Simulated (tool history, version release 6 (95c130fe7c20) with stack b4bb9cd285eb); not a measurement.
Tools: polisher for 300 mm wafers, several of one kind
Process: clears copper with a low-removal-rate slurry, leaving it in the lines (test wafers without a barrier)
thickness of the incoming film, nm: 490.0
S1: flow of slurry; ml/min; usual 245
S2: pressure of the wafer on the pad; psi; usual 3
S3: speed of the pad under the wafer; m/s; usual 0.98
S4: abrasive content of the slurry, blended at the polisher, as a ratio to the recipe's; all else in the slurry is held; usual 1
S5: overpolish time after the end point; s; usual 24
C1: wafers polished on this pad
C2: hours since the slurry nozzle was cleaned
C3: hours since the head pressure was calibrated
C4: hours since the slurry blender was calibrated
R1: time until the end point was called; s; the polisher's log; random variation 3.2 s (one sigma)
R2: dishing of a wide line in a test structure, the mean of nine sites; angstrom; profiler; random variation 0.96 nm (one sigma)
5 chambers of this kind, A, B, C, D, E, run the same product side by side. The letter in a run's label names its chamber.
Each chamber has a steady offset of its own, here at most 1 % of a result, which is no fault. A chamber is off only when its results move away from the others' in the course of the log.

run,day,S1,S2,S3,S4,S5,C1,C2,C3,C4,R1,R2
1D,0.250,245,3,0.98,1,24,743,73.6,684.7,236.1,168.65,465.96
2E,0.529,245,3,0.98,1,24,577,520.3,770.4,297.3,173.44,482.70
3C,0.842,245,3,0.98,1,24,550,456.3,283.7,292.4,170.60,474.89
# day 1.058: chamber B: worn pad replaced by a new one
4A,1.208,245,3,0.98,1,24,231,621.9,1119.7,291.7,170.95,483.64
5B,1.467,245,3,0.98,1,24,63,133.8,810.8,168.5,167.22,488.25
# day 1.696: chamber D: head pressure recalibrated
6A,1.812,245,3,0.98,1,24,325,636.4,1134.2,306.2,170.57,465.80
7B,2.254,245,3,0.98,1,24,184,152.7,829.7,187.4,166.33,463.58
8E,2.604,245,3,0.98,1,24,897,570.1,820.2,347.1,174.03,475.44
9D,2.983,245,3,0.98,1,24,1165,139.2,30.9,301.7,173.82,470.91
# day 3.058: chamber D: worn pad replaced by a new one
# day 3.092: chamber A: slurry blender recalibrated
10C,3.346,245,3,0.98,1,24,937,516.4,343.8,352.5,165.10,467.68
# day 3.508: chamber C: worn pad replaced by a new one
11C,3.642,245,3,0.98,1,24,20,523.5,350.9,359.6,168.26,496.14
12E,4.079,245,3,0.98,1,24,1125,605.5,855.6,382.5,168.43,472.88
# day 4.208: chamber E: worn pad replaced by a new one
13D,4.283,245,3,0.98,1,24,189,170.4,62.1,332.9,169.96,478.04
14A,4.571,245,3,0.98,1,24,750,702.6,1200.4,35.6,171.28,472.52
# day 4.675: chamber E: head pressure recalibrated
15B,4.808,245,3,0.98,1,24,578,214.0,891.0,248.7,168.85,475.18
16B,5.079,245,3,0.98,1,24,620,220.5,897.5,255.2,164.88,471.07
# day 5.238: chamber C: slurry blender recalibrated
17C,5.283,245,3,0.98,1,24,274,562.9,390.3,1.1,167.50,488.01
# day 5.592: chamber E: slurry blender recalibrated
18D,5.717,245,3,0.98,1,24,410,204.8,96.5,367.3,164.70,475.02
19E,6.029,245,3,0.98,1,24,281,652.3,32.5,10.5,188.87,410.92
20A,6.250,245,3,0.98,1,24,1009,742.9,1240.7,75.9,165.37,486.51
21D,6.567,245,3,0.98,1,24,542,225.2,116.9,387.7,167.75,464.77
22B,6.775,245,3,0.98,1,24,882,261.2,938.2,295.9,169.40,473.00
# day 7.171: chamber A: head pressure recalibrated
23C,7.196,245,3,0.98,1,24,569,608.8,436.2,47.0,170.56,463.10
24E,7.438,245,3,0.98,1,24,498,686.1,66.3,44.3,190.24,436.57
# day 7.683: chamber B: worn pad replaced by a new one
# day 7.733: chamber C: head pressure recalibrated
25A,7.754,245,3,0.98,1,24,1242,779.0,14.1,112.0,169.92,480.17
26A,8.033,245,3,0.98,1,24,1285,785.7,20.8,118.7,163.67,462.64
# day 8.075: chamber A: worn pad replaced by a new one
# day 8.125: chamber B: slurry blender recalibrated
27E,8.338,245,3,0.98,1,24,637,707.7,87.9,65.9,187.38,427.59
28B,8.633,245,3,0.98,1,24,146,305.8,982.8,12.2,175.09,465.99
29D,8.946,245,3,0.68,1,19,909,282.3,174.0,444.8,245.96,278.91
# day 8.962: chamber C: worn pad replaced by a new one
30C,9.200,245,3,0.68,1,19,36,656.9,35.3,95.1,241.41,271.94
31C,9.400,245,3,0.68,1,19,67,661.7,40.1,99.9,236.98,286.30
# day 9.604: chamber D: slurry blender recalibrated
# day 9.738: chamber D: worn pad replaced by a new one
32B,9.838,245,3,0.68,1,19,332,334.7,1011.7,41.1,246.99,271.34
# day 10.233: chamber E: slurry nozzle cleaned
33E,10.262,245,3,0.68,1,19,934,0.8,134.1,112.1,262.78,243.90
# day 10.292: chamber A: slurry nozzle cleaned
# day 10.317: chamber E: worn pad replaced by a new one
34A,10.500,245,3,1.28,1,14,374,5.1,80.0,177.9,127.16,386.16
# day 10.671: chamber B: slurry nozzle cleaned
35D,10.754,245,3,1.28,1,14,157,325.7,217.4,27.6,128.08,369.88
36C,11.096,245,3,1.28,1,14,329,702.4,80.8,140.6,126.12,379.51
37D,11.454,245,3,1.28,1,14,265,342.5,234.2,44.4,128.28,366.35
# day 11.775: chamber B: head pressure recalibrated
38A,11.804,245,3,1.28,1,14,575,36.4,111.3,209.2,133.85,368.82
39E,12.071,245,3,0.98,1,24,271,44.2,177.5,155.5,193.87,439.95
40B,12.292,245,3,0.98,1,24,711,39.0,12.5,100.0,172.22,467.70

What goes on in this fleet: one chamber off, a drifting gauge, or nothing beyond the chambers' own small offsets? Name the chamber and the cause, if any.

A service left chamber E off against the others.
Cause: head's pressure below its setpoint, % = 10.8.

Here are 4 candidates for chamber E's next run, each the usual settings with a change, their results left as question marks. Which one brings its results back in line with what the others give on the usual settings?
In line means no further than this from the other chambers' mean on the usual settings: R1 11.00 s; R2 33.00 angstrom
41E-1,12.629,245,3.2,1.04,1,24,,,,,?,?
41E-2,12.629,245,2.8,0.92,1,24,,,,,?,?
41E-3,12.629,250,3.4,1.12,1,23,,,,,?,?
41E-4,12.629,240,2.7,0.86,1,24,,,,,?,?

The other chambers' mean on the usual settings: R1 169.33 s; R2 474.09 angstrom
run,R1,R2
41E-1,168.17,483.79
41E-2,216.43,386.56
41E-3,146.92,524.89
41E-4,240.24,352.07
41E-1 brings the chamber back in line.
